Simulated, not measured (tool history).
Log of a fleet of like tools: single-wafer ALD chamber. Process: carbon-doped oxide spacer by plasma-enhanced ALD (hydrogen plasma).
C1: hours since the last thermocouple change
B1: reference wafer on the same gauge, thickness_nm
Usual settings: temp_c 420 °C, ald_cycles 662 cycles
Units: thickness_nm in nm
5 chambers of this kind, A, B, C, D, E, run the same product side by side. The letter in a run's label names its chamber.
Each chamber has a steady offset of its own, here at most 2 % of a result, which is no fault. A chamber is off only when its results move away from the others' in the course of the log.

Run 1A, day 0.304: usual settings; C1 481.3; B1 32.4. Result: thickness_nm 30.854 nm.
Run 2D, day 0.579: usual settings; C1 253.5; B1 32.43. Result: thickness_nm 31.086 nm.
Run 3C, day 0.775: usual settings; C1 608.1; B1 32.413. Result: thickness_nm 31.061 nm.
Run 4B, day 1.004: usual settings; C1 857.7; B1 32.417. Result: thickness_nm 31.677 nm.
Run 5E, day 1.35: usual settings but temp_c 429 °C, ald_cycles 736 cycles; C1 502.4; B1 32.43. Result: thickness_nm 33.553 nm.
Run 6C, day 1.579: usual settings but temp_c 429 °C, ald_cycles 736 cycles; C1 627.4; B1 32.448. Result: thickness_nm 33.612 nm.
Run 7D, day 1.921: usual settings but temp_c 429 °C, ald_cycles 736 cycles; C1 285.7; B1 32.449. Result: thickness_nm 33.673 nm.
Run 8B, day 2.262: usual settings but temp_c 429 °C, ald_cycles 736 cycles; C1 887.9; B1 32.461. Result: thickness_nm 34.148 nm.
Run 9A, day 2.621: usual settings but temp_c 429 °C, ald_cycles 736 cycles; C1 536.9; B1 32.483. Result: thickness_nm 33.323 nm.
Run 10E, day 2.921: usual settings; C1 540.1; B1 32.477. Result: thickness_nm 31.045 nm.
Run 11A, day 3.288: usual settings; C1 552.9; B1 32.509. Result: thickness_nm 30.897 nm.
Run 12E, day 3.479: usual settings; C1 553.5; B1 32.488. Result: thickness_nm 31.067 nm.
Run 13C, day 3.858: usual settings; C1 682.1; B1 32.498. Result: thickness_nm 31.289 nm.
Run 14B, day 4.233: usual settings but temp_c 425 °C; C1 935.2; B1 32.511. Result: thickness_nm 31.191 nm.
Run 15D, day 4.496: usual settings but temp_c 425 °C; C1 347.5; B1 32.506. Result: thickness_nm 30.678 nm.
Run 16C, day 4.688: usual settings but temp_c 425 °C; C1 702; B1 32.506. Result: thickness_nm 30.692 nm.
Run 17D, day 4.921: usual settings but temp_c 425 °C; C1 357.7; B1 32.516. Result: thickness_nm 30.687 nm.
Run 18B, day 5.092: usual settings but temp_c 425 °C; C1 955.8; B1 32.525. Result: thickness_nm 31.315 nm.
Run 19E, day 5.471: usual settings; C1 601.3; B1 32.542. Result: thickness_nm 31.22 nm.
Run 20A, day 5.812: usual settings; C1 613.5; B1 32.547. Result: thickness_nm 30.944 nm.
Run 21A, day 6.154: usual settings; C1 621.7; B1 32.548. Result: thickness_nm 31.104 nm.
Run 22C, day 6.483: usual settings; C1 745.1; B1 32.553. Result: thickness_nm 31.24 nm.
Run 23D, day 6.838: usual settings; C1 403.7; B1 32.581. Result: thickness_nm 31.285 nm.
Run 24E, day 7.138: usual settings but temp_c 412 °C, ald_cycles 772 cycles; C1 641.3; B1 32.581. Result: thickness_nm 37.213 nm.
Run 25B, day 7.404: usual settings but temp_c 412 °C, ald_cycles 772 cycles; C1 1011.3; B1 32.609. Result: thickness_nm 38.073 nm.
Run 26A, day 7.592: usual settings but temp_c 412 °C, ald_cycles 772 cycles; C1 656.2; B1 32.59. Result: thickness_nm 37.125 nm.
Run 27D, day 7.892: usual settings but temp_c 412 °C, ald_cycles 772 cycles; C1 429; B1 32.61. Result: thickness_nm 37.403 nm.
Run 28E, day 8.129: usual settings but temp_c 412 °C, ald_cycles 772 cycles; C1 665.1; B1 32.622. Result: thickness_nm 37.394 nm.
Run 29C, day 8.417: usual settings; C1 791.5; B1 32.609. Result: thickness_nm 31.268 nm.
Run 30B, day 8.746: usual settings; C1 1043.5; B1 32.616. Result: thickness_nm 31.833 nm.

Is one chamber off against the others, does the gauge drift, or is nothing wrong? If a chamber is off, say which, and what the likeliest cause is.

The gauge drifts, so all chambers seem to drift together. No chamber is off.
Cause: gauge reads high (%) = 0.719.

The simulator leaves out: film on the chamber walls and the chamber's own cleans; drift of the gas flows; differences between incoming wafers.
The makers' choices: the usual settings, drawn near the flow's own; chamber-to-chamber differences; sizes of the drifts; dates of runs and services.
